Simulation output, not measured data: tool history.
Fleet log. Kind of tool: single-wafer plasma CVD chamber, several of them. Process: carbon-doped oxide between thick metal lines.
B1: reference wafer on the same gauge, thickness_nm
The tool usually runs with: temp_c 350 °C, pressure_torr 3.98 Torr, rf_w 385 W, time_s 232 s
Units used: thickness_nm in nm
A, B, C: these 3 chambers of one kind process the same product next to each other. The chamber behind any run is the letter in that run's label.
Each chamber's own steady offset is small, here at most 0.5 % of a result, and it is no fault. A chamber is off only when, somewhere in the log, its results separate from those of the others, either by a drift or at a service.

{"run": "1B", "hour": 6.7, "temp_c": 350, "pressure_torr": 3.98, "rf_w": 385, "time_s": 232, "B1": 1109.1, "thickness_nm": 937.55}
{"run": "2C", "hour": 16.0, "temp_c": 350, "pressure_torr": 3.98, "rf_w": 385, "time_s": 232, "B1": 1109.5, "thickness_nm": 936.15}
{"run": "3A", "hour": 21.5, "temp_c": 350, "pressure_torr": 3.98, "rf_w": 385, "time_s": 232, "B1": 1109.6, "thickness_nm": 946.33}
{"run": "4B", "hour": 26.9, "temp_c": 350, "pressure_torr": 3.98, "rf_w": 385, "time_s": 232, "B1": 1109.6, "thickness_nm": 939.25}
{"run": "5C", "hour": 36.3, "temp_c": 350, "pressure_torr": 3.98, "rf_w": 345, "time_s": 205, "B1": 1109.7, "thickness_nm": 761.11}
{"run": "6A", "hour": 42.5, "temp_c": 350, "pressure_torr": 3.98, "rf_w": 345, "time_s": 205, "B1": 1110.1, "thickness_nm": 766.83}
{"run": "7A", "hour": 47.3, "temp_c": 350, "pressure_torr": 3.98, "rf_w": 345, "time_s": 205, "B1": 1109.9, "thickness_nm": 768.62}
{"run": "8B", "hour": 52.9, "temp_c": 350, "pressure_torr": 3.98, "rf_w": 385, "time_s": 232, "B1": 1110.1, "thickness_nm": 941.02}
{"run": "9C", "hour": 62.2, "temp_c": 350, "pressure_torr": 3.98, "rf_w": 385, "time_s": 232, "B1": 1110.5, "thickness_nm": 937.35}
{"run": "10A", "hour": 72.1, "temp_c": 350, "pressure_torr": 3.98, "rf_w": 385, "time_s": 232, "B1": 1111, "thickness_nm": 947.75}
{"run": "11C", "hour": 78.4, "temp_c": 350, "pressure_torr": 3.98, "rf_w": 385, "time_s": 232, "B1": 1111.1, "thickness_nm": 936.19}
{"hour": 81.7, "done": "chamber B: capacitance manometer re-zeroed and calibrated"}
{"run": "12B", "hour": 84.4, "temp_c": 350, "pressure_torr": 3.98, "rf_w": 385, "time_s": 232, "B1": 1110.9, "thickness_nm": 938.65}
{"run": "13A", "hour": 91.2, "temp_c": 350, "pressure_torr": 4.7, "rf_w": 325, "time_s": 232, "B1": 1110.8, "thickness_nm": 852.63}
{"run": "14C", "hour": 99.4, "temp_c": 350, "pressure_torr": 4.7, "rf_w": 325, "time_s": 232, "B1": 1111.5, "thickness_nm": 847.26}
{"run": "15B", "hour": 103.8, "temp_c": 350, "pressure_torr": 4.7, "rf_w": 325, "time_s": 232, "B1": 1111.5, "thickness_nm": 849.03}
{"run": "16C", "hour": 113.4, "temp_c": 350, "pressure_torr": 3.98, "rf_w": 385, "time_s": 232, "B1": 1111.3, "thickness_nm": 936.65}
{"run": "17A", "hour": 121.7, "temp_c": 350, "pressure_torr": 3.98, "rf_w": 385, "time_s": 232, "B1": 1111.9, "thickness_nm": 947.86}
{"run": "18B", "hour": 131.0, "temp_c": 350, "pressure_torr": 3.98, "rf_w": 385, "time_s": 207, "B1": 1112.4, "thickness_nm": 840.53}
{"run": "19C", "hour": 138.2, "temp_c": 350, "pressure_torr": 3.98, "rf_w": 385, "time_s": 207, "B1": 1111.8, "thickness_nm": 837.5}
{"run": "20B", "hour": 147.1, "temp_c": 350, "pressure_torr": 3.98, "rf_w": 385, "time_s": 207, "B1": 1112.3, "thickness_nm": 840.99}
{"run": "21A", "hour": 156.7, "temp_c": 350, "pressure_torr": 3.98, "rf_w": 385, "time_s": 232, "B1": 1112.6, "thickness_nm": 947.02}
{"run": "22A", "hour": 163.9, "temp_c": 350, "pressure_torr": 3.98, "rf_w": 385, "time_s": 232, "B1": 1112.6, "thickness_nm": 946.41}
{"run": "23C", "hour": 173.5, "temp_c": 350, "pressure_torr": 3.98, "rf_w": 385, "time_s": 232, "B1": 1112.6, "thickness_nm": 940.29}
{"run": "24B", "hour": 182.7, "temp_c": 350, "pressure_torr": 3.98, "rf_w": 385, "time_s": 232, "B1": 1113.6, "thickness_nm": 941.77}
{"run": "25B", "hour": 187.6, "temp_c": 350, "pressure_torr": 3.98, "rf_w": 385, "time_s": 232, "B1": 1113.6, "thickness_nm": 942.18}
{"run": "26A", "hour": 194.2, "temp_c": 350, "pressure_torr": 3.98, "rf_w": 385, "time_s": 232, "B1": 1114.1, "thickness_nm": 948}
{"run": "27C", "hour": 202.9, "temp_c": 350, "pressure_torr": 3.98, "rf_w": 385, "time_s": 232, "B1": 1113.7, "thickness_nm": 940.35}
{"run": "28A", "hour": 208.3, "temp_c": 350, "pressure_torr": 3.98, "rf_w": 385, "time_s": 232, "B1": 1114.1, "thickness_nm": 950.46}
{"run": "29B", "hour": 215.3, "temp_c": 350, "pressure_torr": 3.98, "rf_w": 385, "time_s": 232, "B1": 1113.8, "thickness_nm": 943.16}
{"run": "30C", "hour": 221.4, "temp_c": 350, "pressure_torr": 3.98, "rf_w": 385, "time_s": 232, "B1": 1114.1, "thickness_nm": 936.77}
{"run": "31C", "hour": 228.3, "temp_c": 350, "pressure_torr": 3.98, "rf_w": 325, "time_s": 232, "B1": 1114.2, "thickness_nm": 827.96}
{"run": "32A", "hour": 233.8, "temp_c": 350, "pressure_torr": 3.98, "rf_w": 325, "time_s": 232, "B1": 1114.4, "thickness_nm": 833.54}
{"run": "33B", "hour": 242.5, "temp_c": 350, "pressure_torr": 3.98, "rf_w": 325, "time_s": 232, "B1": 1114.4, "thickness_nm": 829.98}
{"run": "34B", "hour": 247.1, "temp_c": 350, "pressure_torr": 3.98, "rf_w": 385, "time_s": 232, "B1": 1114.9, "thickness_nm": 942.03}
{"run": "35C", "hour": 255.5, "temp_c": 350, "pressure_torr": 3.98, "rf_w": 385, "time_s": 232, "B1": 1114.9, "thickness_nm": 940.77}
{"run": "36A", "hour": 260.8, "temp_c": 350, "pressure_torr": 3.98, "rf_w": 385, "time_s": 232, "B1": 1115.2, "thickness_nm": 946.19}
{"run": "37A", "hour": 265.9, "temp_c": 350, "pressure_torr": 3.98, "rf_w": 385, "time_s": 232, "B1": 1115.5, "thickness_nm": 949.04}
{"run": "38B", "hour": 270.7, "temp_c": 350, "pressure_torr": 3.98, "rf_w": 385, "time_s": 232, "B1": 1115.2, "thickness_nm": 944.85}

Is one chamber off against the others, does the gauge drift, or is nothing wrong? If a chamber is off, say which, and what the likeliest cause is.

The gauge drifts, so all chambers seem to drift together. No chamber is off.
Most likely cause: gauge reads high (%) = 0.583.
